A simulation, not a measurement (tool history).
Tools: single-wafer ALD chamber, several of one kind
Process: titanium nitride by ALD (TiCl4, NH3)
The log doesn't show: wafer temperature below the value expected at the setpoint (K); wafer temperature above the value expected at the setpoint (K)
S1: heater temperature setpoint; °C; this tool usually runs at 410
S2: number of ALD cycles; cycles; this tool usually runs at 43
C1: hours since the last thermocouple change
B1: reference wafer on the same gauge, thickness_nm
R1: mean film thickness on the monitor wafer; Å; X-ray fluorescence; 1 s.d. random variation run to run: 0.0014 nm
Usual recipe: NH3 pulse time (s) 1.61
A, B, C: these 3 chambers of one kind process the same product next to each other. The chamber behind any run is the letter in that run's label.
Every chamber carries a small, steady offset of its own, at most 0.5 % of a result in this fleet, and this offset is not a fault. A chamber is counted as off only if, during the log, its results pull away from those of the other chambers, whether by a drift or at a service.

run 1A day=0.15 | S1=410 S2=43 NH3_pulse_time_(s)=1.61 | C1=570 | B1=0.93705 | R1=9.4461
run 2C day=0.292 | S1=410 S2=43 NH3_pulse_time_(s)=1.61 | C1=344.2 | B1=0.93642 | R1=9.4579
run 3B day=0.408 | S1=410 S2=43 NH3_pulse_time_(s)=1.61 | C1=875.3 | B1=0.9363 | R1=9.5015
run 4C day=0.529 | S1=410 S2=43 NH3_pulse_time_(s)=1.61 | C1=349.9 | B1=0.9362 | R1=9.4598
run 5A day=0.617 | S1=410 S2=43 NH3_pulse_time_(s)=1.61 | C1=581.2 | B1=0.9361 | R1=9.4004
run 6B day=0.8 | S1=410 S2=43 NH3_pulse_time_(s)=1.61 | C1=884.7 | B1=0.93594 | R1=9.4715
run 7C day=0.992 | S1=410 S2=43 NH3_pulse_time_(s)=1.61 | C1=361 | B1=0.93547 | R1=9.4588
run 8B day=1.083 | S1=410 S2=43 NH3_pulse_time_(s)=1.61 | C1=891.5 | B1=0.93511 | R1=9.468
run 9A day=1.192 | S1=410 S2=43 NH3_pulse_time_(s)=1.61 | C1=595 | B1=0.93532 | R1=9.4097
run 10C day=1.308 | S1=410 S2=43 NH3_pulse_time_(s)=1.61 | C1=368.6 | B1=0.93526 | R1=9.4521
run 11B day=1.512 | S1=410 S2=43 NH3_pulse_time_(s)=1.61 | C1=901.8 | B1=0.93499 | R1=9.45
run 12A day=1.662 | S1=410 S2=43 NH3_pulse_time_(s)=1.61 | C1=606.3 | B1=0.93461 | R1=9.4116
run 13C day=1.8 | S1=410 S2=43 NH3_pulse_time_(s)=1.61 | C1=380.4 | B1=0.93451 | R1=9.4201
run 14B day=1.904 | S1=410 S2=43 NH3_pulse_time_(s)=1.61 | C1=911.2 | B1=0.93433 | R1=9.4718
run 15A day=1.996 | S1=410 S2=43 NH3_pulse_time_(s)=1.61 | C1=614.3 | B1=0.93457 | R1=9.3853
run 16C day=2.2 | S1=402 S2=43 NH3_pulse_time_(s)=1.61 | C1=390 | B1=0.93383 | R1=9.4002
run 17A day=2.367 | S1=402 S2=43 NH3_pulse_time_(s)=1.61 | C1=623.2 | B1=0.93367 | R1=9.3527
run 18B day=2.479 | S1=402 S2=43 NH3_pulse_time_(s)=1.61 | C1=925 | B1=0.93323 | R1=9.3856
run 19A day=2.575 | S1=410 S2=43 NH3_pulse_time_(s)=1.61 | C1=628.2 | B1=0.93288 | R1=9.3804
run 20C day=2.675 | S1=410 S2=43 NH3_pulse_time_(s)=1.61 | C1=401.4 | B1=0.93342 | R1=9.4189
run 21B day=2.8 | S1=403 S2=43 NH3_pulse_time_(s)=1.61 | C1=932.7 | B1=0.93316 | R1=9.3969
run 22A day=2.896 | S1=403 S2=43 NH3_pulse_time_(s)=1.61 | C1=635.9 | B1=0.93254 | R1=9.3472
run 23C day=3 | S1=403 S2=43 NH3_pulse_time_(s)=1.61 | C1=409.2 | B1=0.93258 | R1=9.3879
run 24B day=3.171 | S1=410 S2=43 NH3_pulse_time_(s)=1.61 | C1=941.6 | B1=0.93234 | R1=9.4281
run 25B day=3.367 | S1=410 S2=43 NH3_pulse_time_(s)=1.61 | C1=946.3 | B1=0.93214 | R1=9.4131
run 26C day=3.467 | S1=410 S2=43 NH3_pulse_time_(s)=1.61 | C1=420.4 | B1=0.93202 | R1=9.4084
run 27A day=3.6 | S1=410 S2=50 NH3_pulse_time_(s)=0.99 | C1=652.8 | B1=0.93186 | R1=10.67
run 28B day=3.75 | S1=410 S2=50 NH3_pulse_time_(s)=0.99 | C1=955.5 | B1=0.93206 | R1=10.719

What goes on in this fleet: one chamber off, a drifting gauge, or nothing beyond the chambers' own small offsets? Name the chamber and the cause, if any.

The shared gauge is drifting. All chambers look as if they move in step, but none is off.
Likeliest cause: gauge reads low (%) = 0.604.
